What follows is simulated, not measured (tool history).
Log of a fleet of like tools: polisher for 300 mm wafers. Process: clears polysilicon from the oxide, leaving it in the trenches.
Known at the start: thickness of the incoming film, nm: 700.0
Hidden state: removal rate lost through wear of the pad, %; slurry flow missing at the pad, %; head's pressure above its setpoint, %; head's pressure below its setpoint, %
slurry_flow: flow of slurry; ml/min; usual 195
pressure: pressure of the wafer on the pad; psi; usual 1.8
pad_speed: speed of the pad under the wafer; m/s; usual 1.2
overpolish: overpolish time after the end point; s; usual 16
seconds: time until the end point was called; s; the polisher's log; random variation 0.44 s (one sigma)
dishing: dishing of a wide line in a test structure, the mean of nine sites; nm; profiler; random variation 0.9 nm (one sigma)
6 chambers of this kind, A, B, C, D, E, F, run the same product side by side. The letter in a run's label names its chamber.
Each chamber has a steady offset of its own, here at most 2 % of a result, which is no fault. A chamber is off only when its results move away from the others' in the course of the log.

| run | hour | slurry_flow | pressure | pad_speed | overpolish | wafers polished on this pad | hours since the slurry nozzle was cleaned | hours since the head pressure was calibrated | seconds | dishing |
|---|---|---|---|---|---|---|---|---|---|---|
| 1C | 6 | 195 | 1.8 | 1.2 | 16 | 189 | 494.2 | 206.8 | 51.924 | 63.061 |
|  | 14.3 | chamber A: worn pad replaced by a new one |
| 2E | 18 | 195 | 1.8 | 1.2 | 16 | 287 | 622.6 | 188.4 | 52.972 | 66.258 |
| 3D | 24.2 | 195 | 1.8 | 1.2 | 16 | 728 | 185.7 | 205.3 | 52.29 | 66.424 |
|  | 33.4 | chamber B: worn pad replaced by a new one |
| 4B | 36.1 | 195 | 1.8 | 1.2 | 16 | 18 | 159.1 | 91.3 | 52.777 | 63.82 |
|  | 40.6 | chamber D: worn pad replaced by a new one |
| 5A | 45.7 | 195 | 1.8 | 1.2 | 16 | 212 | 666 | 698.8 | 51.686 | 65.091 |
| 6F | 59.1 | 195 | 1.8 | 1.2 | 16 | 552 | 449.6 | 234.5 | 52.759 | 64.863 |
| 7C | 65.6 | 195 | 1.8 | 1.2 | 16 | 590 | 553.8 | 266.4 | 51.451 | 64.642 |
| 8D | 76.7 | 195 | 1.8 | 1.2 | 16 | 243 | 238.2 | 257.8 | 51.503 | 65.443 |
| 9E | 84.4 | 195 | 1.8 | 1.2 | 16 | 734 | 689 | 254.8 | 54.271 | 65.543 |
|  | 89.9 | chamber E: worn pad replaced by a new one |
| 10B | 91.4 | 195 | 1.8 | 1.2 | 16 | 391 | 214.4 | 146.6 | 51.313 | 65.422 |
|  | 92.5 | chamber A: worn pad replaced by a new one |
| 11A | 104 | 195 | 1.8 | 1.2 | 16 | 78 | 724.3 | 757.1 | 52.278 | 63.357 |
| 12F | 113.5 | 195 | 1.8 | 1.2 | 16 | 918 | 504 | 288.9 | 52.57 | 66.68 |
|  | 114.2 | chamber F: worn pad replaced by a new one |
| 13C | 126.2 | 195 | 1.8 | 1.2 | 16 | 998 | 614.4 | 327 | 51.946 | 62.624 |
|  | 130.6 | chamber A: slurry nozzle cleaned |
| 14F | 137.6 | 195 | 1.8 | 1.2 | 16 | 158 | 528.1 | 313 | 53.791 | 65.982 |
| 15B | 145.1 | 195 | 1.8 | 1.2 | 16 | 753 | 268.1 | 200.3 | 52.364 | 63.379 |
|  | 150.5 | chamber C: worn pad replaced by a new one |
| 16D | 158.8 | 195 | 1.8 | 1.2 | 16 | 796 | 320.3 | 339.9 | 51.989 | 63.143 |
| 17A | 167.3 | 195 | 1.8 | 1.2 | 16 | 504 | 36.8 | 820.4 | 52.849 | 64.141 |
|  | 167.8 | chamber D: worn pad replaced by a new one |
| 18E | 173.5 | 195 | 1.8 | 1.2 | 16 | 563 | 778.1 | 343.9 | 54.216 | 65.752 |
|  | 178.9 | chamber A: worn pad replaced by a new one |
|  | 179 | chamber E: slurry nozzle cleaned |
| 19E | 185 | 195 | 1.8 | 1.2 | 16 | 641 | 6 | 355.4 | 53.495 | 66.122 |
|  | 185.2 | chamber E: worn pad replaced by a new one |
| 20B | 192.4 | 195 | 1.8 | 1.2 | 16 | 1071 | 315.4 | 247.6 | 53.153 | 65.544 |
|  | 204.2 | chamber B: worn pad replaced by a new one |
| 21C | 205.9 | 195 | 1.8 | 1.2 | 16 | 373 | 694.1 | 406.7 | 51.083 | 64.942 |
| 22A | 218.1 | 195 | 1.8 | 1.2 | 16 | 264 | 87.6 | 871.2 | 53.269 | 63.789 |
|  | 221.7 | chamber F: worn pad replaced by a new one |
| 23F | 228.6 | 195 | 1.8 | 1.2 | 16 | 46 | 619.1 | 404 | 53.144 | 64.142 |
| 24D | 237.3 | 195 | 1.8 | 1.2 | 16 | 468 | 398.8 | 418.4 | 51.766 | 66.164 |
| 25D | 245.9 | 195 | 1.8 | 0.82 | 16 | 526 | 407.4 | 427 | 77.416 | 61.651 |
| 26C | 258.5 | 195 | 1.8 | 0.82 | 16 | 728 | 746.7 | 459.3 | 76.826 | 60.181 |
|  | 262.3 | chamber C: slurry nozzle cleaned |
|  | 263.9 | chamber A: worn pad replaced by a new one |
| 27B | 270 | 195 | 1.8 | 0.82 | 16 | 443 | 393 | 325.2 | 76.752 | 59.325 |
|  | 274.1 | chamber E: worn pad replaced by a new one |
| 28F | 280.7 | 195 | 1.8 | 0.82 | 16 | 397 | 671.2 | 456.1 | 77.19 | 61.19 |
|  | 288.9 | chamber A: head pressure recalibrated |
| 29E | 290.5 | 195 | 1.8 | 0.82 | 16 | 111 | 111.5 | 460.9 | 81.199 | 59.097 |
| 30A | 303.5 | 195 | 1.8 | 0.82 | 16 | 267 | 173 | 14.6 | 76.611 | 60.348 |
|  | 308.9 | chamber D: head pressure recalibrated |
|  | 309.8 | chamber D: worn pad replaced by a new one |
| 31F | 312.9 | 195 | 1.8 | 1.2 | 16 | 614 | 703.4 | 488.3 | 53.092 | 62.828 |
| 32B | 320.3 | 195 | 1.8 | 1.2 | 16 | 782 | 443.3 | 375.5 | 52.759 | 64.346 |
|  | 326.5 | chamber F: slurry nozzle cleaned |
| 33C | 328.9 | 195 | 1.8 | 1.2 | 16 | 1202 | 66.6 | 529.7 | 51.882 | 64.475 |
|  | 331.9 | chamber F: worn pad replaced by a new one |
|  | 336.5 | chamber C: worn pad replaced by a new one |
|  | 339.2 | chamber C: head pressure recalibrated |
| 34A | 339.6 | 195 | 1.8 | 1.2 | 16 | 510 | 209.1 | 50.7 | 52.622 | 64.151 |
|  | 341.3 | chamber A: worn pad replaced by a new one |
| 35E | 350.6 | 195 | 1.8 | 1.2 | 16 | 515 | 171.6 | 521 | 55.637 | 65.057 |
| 36D | 361.9 | 195 | 1.8 | 1.2 | 16 | 351 | 523.4 | 53 | 52.402 | 64.926 |
|  | 368.7 | chamber B: worn pad replaced by a new one |
| 37D | 373 | 195 | 1.8 | 1.2 | 16 | 426 | 534.5 | 64.1 | 52.847 | 63.164 |
|  | 378.5 | chamber E: worn pad replaced by a new one |
| 38F | 379.1 | 195 | 1.8 | 1.2 | 16 | 318 | 52.6 | 554.5 | 52.987 | 65.708 |
| 39A | 388.1 | 195 | 1.8 | 1.2 | 16 | 315 | 257.6 | 99.2 | 52.012 | 64.77 |
| 40E | 401.4 | 195 | 1.6 | 1.2 | 20 | 154 | 222.4 | 571.8 | 63.435 | 66.989 |
| 41C | 407.6 | 195 | 1.6 | 1.2 | 20 | 479 | 145.3 | 68.5 | 58.359 | 65.005 |
| 42B | 419.6 | 195 | 1.6 | 1.2 | 20 | 343 | 542.6 | 474.8 | 60 | 63.645 |
|  | 422.1 | chamber A: worn pad replaced by a new one |
| 43A | 432.5 | 195 | 1.6 | 1.2 | 20 | 70 | 302 | 143.6 | 59.376 | 65.243 |
| 44D | 442.1 | 195 | 1.6 | 1.2 | 20 | 891 | 603.6 | 133.2 | 59.139 | 65.501 |

Is one chamber off against the others, does the gauge drift, or is nothing wrong? If a chamber is off, say which, and what the likeliest cause is.

Chamber E drifts away from the others.
Cause: head's pressure below its setpoint, % = 8.92.

Here are 4 candidates for chamber E's next run, each the usual settings with a change, their results left as question marks. Which one brings its results back in line with what the others give on the usual settings?
In line means no further than this from the other chambers' mean on the usual settings: seconds 1.6 s; dishing 3.1 nm
| 45E-1 | 451.9 | 195 | 1.7 | 1.1 | 19 |  |  |  | ? | ? |
| 45E-2 | 451.9 | 195 | 1.9 | 1.26 | 14 |  |  |  | ? | ? |
| 45E-3 | 451.9 | 200 | 1.9 | 1.32 | 14 |  |  |  | ? | ? |
| 45E-4 | 451.9 | 195 | 1.7 | 1.16 | 17 |  |  |  | ? | ? |

The other chambers' mean on the usual settings: seconds 52.452 s; dishing 64.619 nm
| run | seconds | dishing |
|---|---|---|
| 45E-1 | 66.469 | 65.238 |
| 45E-2 | 51.783 | 64.609 |
| 45E-3 | 49.225 | 65.184 |
| 45E-4 | 62.977 | 64.591 |
45E-2 brings the chamber back in line.

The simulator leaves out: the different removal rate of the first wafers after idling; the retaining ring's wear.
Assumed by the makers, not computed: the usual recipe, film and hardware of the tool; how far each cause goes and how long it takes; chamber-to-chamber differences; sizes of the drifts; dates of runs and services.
